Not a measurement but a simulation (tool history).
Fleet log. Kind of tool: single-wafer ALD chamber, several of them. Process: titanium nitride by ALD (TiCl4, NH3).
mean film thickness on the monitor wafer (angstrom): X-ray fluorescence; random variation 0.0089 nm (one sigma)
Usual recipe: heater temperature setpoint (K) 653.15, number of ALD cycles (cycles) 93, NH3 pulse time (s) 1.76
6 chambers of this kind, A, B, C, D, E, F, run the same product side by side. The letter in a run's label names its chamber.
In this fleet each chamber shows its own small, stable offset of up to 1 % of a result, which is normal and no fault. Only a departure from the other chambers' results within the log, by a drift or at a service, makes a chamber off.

run   hour  heater temperature setpoint (K)  number of ALD cycles (cycles)  NH3 pulse time (s)  read-back reference wafer on the same gauge, thickness_nm  mean film thickness on the monitor wafer (angstrom)
 1B    3.8                           653.15                             93                1.76                                                     1.8784                                               20.021
 2F   10.3                           653.15                             93                1.76                                                     1.8801                                               20.013
 3A   17.2                           653.15                             93                1.76                                                     1.8817                                               19.765
 4E   20.8                           653.15                             93                1.76                                                     1.8805                                               20.016
 5C   25.0                           653.15                             93                1.76                                                     1.8787                                               20.101
 6D   29.1                           653.15                             93                1.76                                                     1.8801                                               20.171
 7B   35.1                           653.15                             93                1.76                                                     1.8790                                               19.911
 8D   39.3                           653.15                             93                1.76                                                     1.8792                                               20.072
 9A   42.6                           653.15                             93                1.76                                                     1.8800                                               19.622
10C   49.1                           653.15                             93                1.76                                                     1.8814                                               20.145
11E   53.6                           653.15                             93                1.76                                                     1.8791                                               19.974
12F   58.6                           653.15                             83                1.54                                                     1.8801                                               18.002
13B   61.9                           653.15                             83                1.54                                                     1.8819                                               17.572
14E   67.2                           653.15                             83                1.54                                                     1.8794                                               17.706
15F   71.6                           653.15                             83                1.54                                                     1.8795                                               17.758
16D   75.7                           653.15                             83                1.54                                                     1.8821                                               17.658
17C   80.1                           653.15                             83                1.54                                                     1.8813                                               17.852
18A   86.9                           653.15                             93                1.76                                                     1.8800                                               19.779
19E   91.0                           661.15                             93                1.76                                                     1.8796                                               20.164
20D   94.2                           661.15                             93                1.76                                                     1.8795                                               20.066
21B   99.9                           661.15                             93                1.76                                                     1.8815                                               20.089
22A  106.2                           661.15                             93                1.76                                                     1.8786                                               20.019
23C  110.6                           661.15                             93                1.76                                                     1.8790                                               20.314
24F  114.8                           661.15                             93                1.76                                                     1.8810                                               20.279
25F  118.0                           653.15                             75                2.15                                                     1.8799                                               16.361
26B  124.3                           653.15                             75                2.15                                                     1.8784                                               16.275
27E  130.8                           653.15                             75                2.15                                                     1.8810                                               16.285
28C  134.3                           653.15                             75                2.15                                                     1.8815                                               16.403
29A  139.5                           653.15                             75                2.15                                                     1.8805                                               16.098
30D  146.0                           653.15                             75                2.15                                                     1.8794                                               16.366
31C  150.9                           653.15                             93                1.76                                                     1.8817                                               20.253
32A  155.5                           653.15                             93                1.76                                                     1.8804                                               19.782
33D  160.9                           653.15                             93                1.76                                                     1.8806                                               20.079
34F  165.5                           653.15                             93                1.76                                                     1.8796                                               20.143
35B  170.1                           653.15                             93                1.76                                                     1.8769                                               19.857
36E  176.0                           653.15                             93                1.76                                                     1.8826                                               19.942
37A  179.9                           653.15                             93                1.76                                                     1.8808                                               19.944
38E  186.8                           653.15                             93                1.76                                                     1.8794                                               19.961
39F  193.0                           653.15                             93                1.76                                                     1.8812                                               20.243
40B  195.9                           653.15                             93                1.76                                                     1.8824                                               19.811
41C  200.1                           653.15                             93                1.76                                                     1.8811                                               20.102
42D  206.7                           660.15                             93                1.76                                                     1.8793                                               20.072

Next, all 6 chambers run the settings below, one line each with question marks for the results. What does each chamber give?
43A  211.7                           653.15                             93                1.76                                                                                                               ?
43B  211.7                           653.15                             93                1.76                                                                                                               ?
43C  211.7                           653.15                             93                1.76                                                                                                               ?
43D  211.7                           653.15                             93                1.76                                                                                                               ?
43E  211.7                           653.15                             93                1.76                                                                                                               ?
43F  211.7                           653.15                             93                1.76                                                                                                               ?

run  mean film thickness on the monitor wafer (angstrom)
43A                                               19.827
43B                                               20.034
43C                                               20.081
43D                                               20.079
43E                                               19.938
43F                                               20.315
